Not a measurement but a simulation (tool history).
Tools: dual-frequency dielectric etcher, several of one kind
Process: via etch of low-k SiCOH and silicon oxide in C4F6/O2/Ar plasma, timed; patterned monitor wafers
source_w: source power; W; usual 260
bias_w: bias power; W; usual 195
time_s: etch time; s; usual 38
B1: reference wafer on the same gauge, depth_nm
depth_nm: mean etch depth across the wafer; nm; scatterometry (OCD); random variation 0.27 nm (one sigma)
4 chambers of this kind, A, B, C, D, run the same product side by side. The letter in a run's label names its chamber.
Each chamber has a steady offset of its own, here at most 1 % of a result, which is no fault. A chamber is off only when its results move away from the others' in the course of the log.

run 1A hour=5.9 | source_w=260 bias_w=195 time_s=38 | B1=80.789 | depth_nm=86.305
run 2D hour=17.1 | source_w=260 bias_w=195 time_s=38 | B1=80.814 | depth_nm=86.996
run 3B hour=23.5 | source_w=260 bias_w=195 time_s=38 | B1=80.891 | depth_nm=85.035
run 4C hour=28.8 | source_w=260 bias_w=195 time_s=38 | B1=80.812 | depth_nm=85.561
run 5D hour=37.1 | source_w=290 bias_w=195 time_s=43 | B1=80.789 | depth_nm=102.44
run 6B hour=44.6 | source_w=290 bias_w=195 time_s=43 | B1=80.74 | depth_nm=100.96
run 7C hour=55.7 | source_w=290 bias_w=195 time_s=43 | B1=80.74 | depth_nm=101.32
run 8A hour=65.3 | source_w=290 bias_w=195 time_s=43 | B1=80.813 | depth_nm=101.63
run 9B hour=72.5 | source_w=260 bias_w=195 time_s=38 | B1=80.798 | depth_nm=84.927
run 10D hour=78.9 | source_w=230 bias_w=195 time_s=38 | B1=80.803 | depth_nm=83.372
run 11A hour=87.4 | source_w=230 bias_w=195 time_s=38 | B1=80.838 | depth_nm=82.152
run 12C hour=96.7 | source_w=230 bias_w=195 time_s=38 | B1=80.777 | depth_nm=82.175
run 13D hour=104 | source_w=230 bias_w=195 time_s=38 | B1=80.808 | depth_nm=83.512
run 14B hour=111.7 | source_w=260 bias_w=195 time_s=38 | B1=80.825 | depth_nm=84.931
run 15A hour=119.9 | source_w=260 bias_w=195 time_s=38 | B1=80.823 | depth_nm=86.554
run 16C hour=129.9 | source_w=260 bias_w=195 time_s=38 | B1=80.799 | depth_nm=86.45
run 17D hour=136.9 | source_w=240 bias_w=195 time_s=45.5 | B1=80.819 | depth_nm=101.32
run 18A hour=144.6 | source_w=240 bias_w=195 time_s=45.5 | B1=80.811 | depth_nm=100.48
run 19B hour=154.6 | source_w=240 bias_w=195 time_s=45.5 | B1=80.816 | depth_nm=99.034
run 20C hour=164.3 | source_w=240 bias_w=195 time_s=45.5 | B1=80.812 | depth_nm=100.02
-- hour=167.4 chamber C: bias power generator calibrated
run 21B hour=174.3 | source_w=260 bias_w=195 time_s=38 | B1=80.778 | depth_nm=85.396
run 22C hour=180.5 | source_w=260 bias_w=195 time_s=38 | B1=80.802 | depth_nm=85.939
run 23D hour=188.7 | source_w=260 bias_w=195 time_s=38 | B1=80.842 | depth_nm=87.765
run 24A hour=195.1 | source_w=260 bias_w=195 time_s=38 | B1=80.758 | depth_nm=86.165
run 25D hour=204.9 | source_w=260 bias_w=195 time_s=38 | B1=80.842 | depth_nm=87.576
run 26A hour=212.2 | source_w=260 bias_w=195 time_s=38 | B1=80.779 | depth_nm=86.192
run 27C hour=217.8 | source_w=260 bias_w=195 time_s=38 | B1=80.736 | depth_nm=85.408
run 28B hour=223.7 | source_w=260 bias_w=195 time_s=38 | B1=80.779 | depth_nm=85.258
run 29A hour=230 | source_w=260 bias_w=195 time_s=32 | B1=80.844 | depth_nm=72.545
run 30B hour=238.8 | source_w=260 bias_w=195 time_s=32 | B1=80.744 | depth_nm=71.9
run 31C hour=246 | source_w=260 bias_w=195 time_s=32 | B1=80.832 | depth_nm=71.827
run 32D hour=250.9 | source_w=260 bias_w=195 time_s=32 | B1=80.759 | depth_nm=73.705
run 33A hour=260.1 | source_w=260 bias_w=195 time_s=38 | B1=80.896 | depth_nm=86.412
run 34C hour=265.8 | source_w=260 bias_w=195 time_s=38 | B1=80.811 | depth_nm=85.65
run 35D hour=276 | source_w=260 bias_w=195 time_s=38 | B1=80.856 | depth_nm=87.809
run 36B hour=284.2 | source_w=260 bias_w=195 time_s=38 | B1=80.794 | depth_nm=85.425
run 37A hour=292.8 | source_w=260 bias_w=195 time_s=38 | B1=80.855 | depth_nm=86.809
run 38C hour=298.9 | source_w=260 bias_w=195 time_s=38 | B1=80.847 | depth_nm=85.391

Next, every chamber runs the same settings. What will each give?
run 39A hour=307 | source_w=260 bias_w=179 time_s=38 | depth_nm=?
run 39B hour=307 | source_w=260 bias_w=179 time_s=38 | depth_nm=?
run 39C hour=307 | source_w=260 bias_w=179 time_s=38 | depth_nm=?
run 39D hour=307 | source_w=260 bias_w=179 time_s=38 | depth_nm=?

run=39A depth_nm=83.962
run=39B depth_nm=82.735
run=39C depth_nm=83.471
run=39D depth_nm=85.713
